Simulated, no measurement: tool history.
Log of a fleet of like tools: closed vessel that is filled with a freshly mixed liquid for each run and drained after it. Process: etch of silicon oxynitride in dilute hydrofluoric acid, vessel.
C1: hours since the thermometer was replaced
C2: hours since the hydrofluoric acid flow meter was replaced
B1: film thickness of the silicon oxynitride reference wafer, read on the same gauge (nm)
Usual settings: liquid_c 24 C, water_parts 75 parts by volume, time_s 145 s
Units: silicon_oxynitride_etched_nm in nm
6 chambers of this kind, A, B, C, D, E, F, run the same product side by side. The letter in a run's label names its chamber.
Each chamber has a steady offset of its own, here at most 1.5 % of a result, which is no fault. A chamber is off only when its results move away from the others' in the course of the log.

Run 1A, hour 4.4: usual settings; C1 212; C2 24.3; B1 140.02. Result: silicon_oxynitride_etched_nm 8.6993 nm.
Run 2C, hour 13.1: usual settings; C1 110.9; C2 2165.5; B1 140. Result: silicon_oxynitride_etched_nm 8.6952 nm.
Run 3E, hour 20: usual settings; C1 182.5; C2 1256; B1 140. Result: silicon_oxynitride_etched_nm 8.6774 nm.
Run 4B, hour 25.8: usual settings; C1 618.6; C2 738.5; B1 140.01. Result: silicon_oxynitride_etched_nm 8.6716 nm.
At hour 26.3: chamber C: hydrofluoric acid flow meter replaced.
Run 5D, hour 34.7: usual settings; C1 1468.5; C2 310.7; B1 140.03. Result: silicon_oxynitride_etched_nm 8.6484 nm.
Run 6F, hour 43: usual settings; C1 167.9; C2 413.3; B1 139.98. Result: silicon_oxynitride_etched_nm 8.6925 nm.
Run 7D, hour 47.7: usual settings; C1 1481.5; C2 323.7; B1 139.99. Result: silicon_oxynitride_etched_nm 8.6176 nm.
Run 8A, hour 54.1: usual settings but liquid_c 25.5 C, water_parts 50 parts by volume; C1 261.7; C2 74; B1 139.99. Result: silicon_oxynitride_etched_nm 14.311 nm.
Run 9F, hour 62: usual settings but liquid_c 25.5 C, water_parts 50 parts by volume; C1 186.9; C2 432.3; B1 139.99. Result: silicon_oxynitride_etched_nm 14.191 nm.
Run 10E, hour 68: usual settings but liquid_c 25.5 C, water_parts 50 parts by volume; C1 230.5; C2 1304; B1 139.98. Result: silicon_oxynitride_etched_nm 14.062 nm.
Run 11C, hour 74.5: usual settings but liquid_c 25.5 C, water_parts 50 parts by volume; C1 172.3; C2 48.3; B1 140.01. Result: silicon_oxynitride_etched_nm 14.061 nm.
At hour 80.4: chamber F: hydrofluoric acid flow meter replaced.
Run 12B, hour 82.1: usual settings but liquid_c 25.5 C, water_parts 50 parts by volume; C1 674.9; C2 794.8; B1 140.02. Result: silicon_oxynitride_etched_nm 14.493 nm.
Run 13A, hour 87.5: usual settings but liquid_c 25.5 C, water_parts 50 parts by volume; C1 295.1; C2 107.4; B1 139.99. Result: silicon_oxynitride_etched_nm 14.178 nm.
Run 14F, hour 92.3: usual settings; C1 217.2; C2 11.9; B1 140.02. Result: silicon_oxynitride_etched_nm 8.5373 nm.
Run 15E, hour 98.1: usual settings; C1 260.6; C2 1334.1; B1 140.01. Result: silicon_oxynitride_etched_nm 8.6186 nm.
Run 16B, hour 102.6: usual settings but liquid_c 29 C; C1 695.4; C2 815.3; B1 139.99. Result: silicon_oxynitride_etched_nm 11.247 nm.
Run 17C, hour 108.4: usual settings but liquid_c 29 C; C1 206.2; C2 82.2; B1 140.03. Result: silicon_oxynitride_etched_nm 10.958 nm.
Run 18D, hour 113.1: usual settings but liquid_c 29 C; C1 1546.9; C2 389.1; B1 139.99. Result: silicon_oxynitride_etched_nm 10.773 nm.
Run 19A, hour 119.6: usual settings but liquid_c 29 C; C1 327.2; C2 139.5; B1 140. Result: silicon_oxynitride_etched_nm 11.079 nm.
Run 20F, hour 125.4: usual settings but liquid_c 29 C; C1 250.3; C2 45; B1 139.96. Result: silicon_oxynitride_etched_nm 10.953 nm.
Run 21D, hour 131.1: usual settings but liquid_c 29 C; C1 1564.9; C2 407.1; B1 140.01. Result: silicon_oxynitride_etched_nm 10.882 nm.
Run 22C, hour 137.5: usual settings; C1 235.3; C2 111.3; B1 140. Result: silicon_oxynitride_etched_nm 8.7173 nm.
Run 23B, hour 145: usual settings; C1 737.8; C2 857.7; B1 140.02. Result: silicon_oxynitride_etched_nm 9.1106 nm.
Run 24E, hour 152: usual settings; C1 314.5; C2 1388; B1 139.98. Result: silicon_oxynitride_etched_nm 8.728 nm.
Run 25C, hour 157: usual settings; C1 254.8; C2 130.8; B1 140.01. Result: silicon_oxynitride_etched_nm 8.6259 nm.
At hour 161.1: chamber D: hydrofluoric acid flow meter replaced.
Run 26F, hour 165: usual settings; C1 289.9; C2 84.6; B1 139.98. Result: silicon_oxynitride_etched_nm 8.7072 nm.
Run 27B, hour 171.1: usual settings; C1 763.9; C2 883.8; B1 140.01. Result: silicon_oxynitride_etched_nm 9.1639 nm.
Run 28E, hour 176.3: usual settings; C1 338.8; C2 1412.3; B1 140.01. Result: silicon_oxynitride_etched_nm 8.6406 nm.
Run 29A, hour 180.5: usual settings but liquid_c 26 C; C1 388.1; C2 200.4; B1 140.01. Result: silicon_oxynitride_etched_nm 9.6361 nm.
Run 30D, hour 185.3: usual settings but liquid_c 26 C; C1 1619.1; C2 24.2; B1 140.02. Result: silicon_oxynitride_etched_nm 9.5573 nm.
Run 31A, hour 191.2: usual settings but liquid_c 26 C; C1 398.8; C2 211.1; B1 139.98. Result: silicon_oxynitride_etched_nm 9.6979 nm.
Run 32D, hour 199.8: usual settings but liquid_c 26 C; C1 1633.6; C2 38.7; B1 140.01. Result: silicon_oxynitride_etched_nm 9.5862 nm.
Run 33B, hour 208.9: usual settings but liquid_c 26 C; C1 801.7; C2 921.6; B1 140.03. Result: silicon_oxynitride_etched_nm 10.077 nm.
Run 34C, hour 214.9: usual settings but liquid_c 26 C; C1 312.7; C2 188.7; B1 139.99. Result: silicon_oxynitride_etched_nm 9.5193 nm.
Run 35E, hour 220.2: usual settings; C1 382.7; C2 1456.2; B1 139.99. Result: silicon_oxynitride_etched_nm 8.6146 nm.
Run 36F, hour 228.6: usual settings but liquid_c 28.5 C, time_s 110 s; C1 353.5; C2 148.2; B1 140. Result: silicon_oxynitride_etched_nm 8.1721 nm.
Run 37A, hour 233.8: usual settings but liquid_c 28.5 C, time_s 110 s; C1 441.4; C2 253.7; B1 140. Result: silicon_oxynitride_etched_nm 8.1188 nm.
Run 38D, hour 238.3: usual settings but liquid_c 28.5 C, time_s 110 s; C1 1672.1; C2 77.2; B1 139.99. Result: silicon_oxynitride_etched_nm 8.1009 nm.
Run 39B, hour 247.1: usual settings but liquid_c 28.5 C, time_s 110 s; C1 839.9; C2 959.8; B1 140. Result: silicon_oxynitride_etched_nm 8.7345 nm.
Run 40F, hour 255.1: usual settings but liquid_c 28.5 C, time_s 110 s; C1 380; C2 174.7; B1 140.02. Result: silicon_oxynitride_etched_nm 8.1506 nm.
Run 41C, hour 260.2: usual settings but liquid_c 28.5 C, time_s 110 s; C1 358; C2 234; B1 140. Result: silicon_oxynitride_etched_nm 8.1742 nm.

Is one chamber off against the others, does the gauge drift, or is nothing wrong? If a chamber is off, say which, and what the likeliest cause is.

Chamber B drifts away from the others.
Cause: hydrofluoric acid flow above the setpoint (%) = 6.39.
The log may not tell that from: liquid hotter than its thermometer reads (K).

Here are 4 candidates for chamber B's next run, each the usual settings with a change, their results left as question marks. Which one brings its results back in line with what the others give on the usual settings?
In line means no further than this from the other chambers' mean on the usual settings: silicon_oxynitride_etched_nm 0.2 nm
Run 42B-1, hour 266.8: usual settings but time_s 140 s. Result: silicon_oxynitride_etched_nm ?.
Run 42B-2, hour 266.8: usual settings but time_s 150 s. Result: silicon_oxynitride_etched_nm ?.
Run 42B-3, hour 266.8: usual settings but liquid_c 22.5 C. Result: silicon_oxynitride_etched_nm ?.
Run 42B-4, hour 266.8: usual settings but water_parts 70 parts by volume. Result: silicon_oxynitride_etched_nm ?.

The other chambers' mean on the usual settings: silicon_oxynitride_etched_nm 8.6681 nm
  run  silicon_oxynitride_etched_nm
42B-1                        9.0492
42B-2                        9.6956
42B-3                        8.7202
42B-4                        10.084
42B-3 brings the chamber back in line.
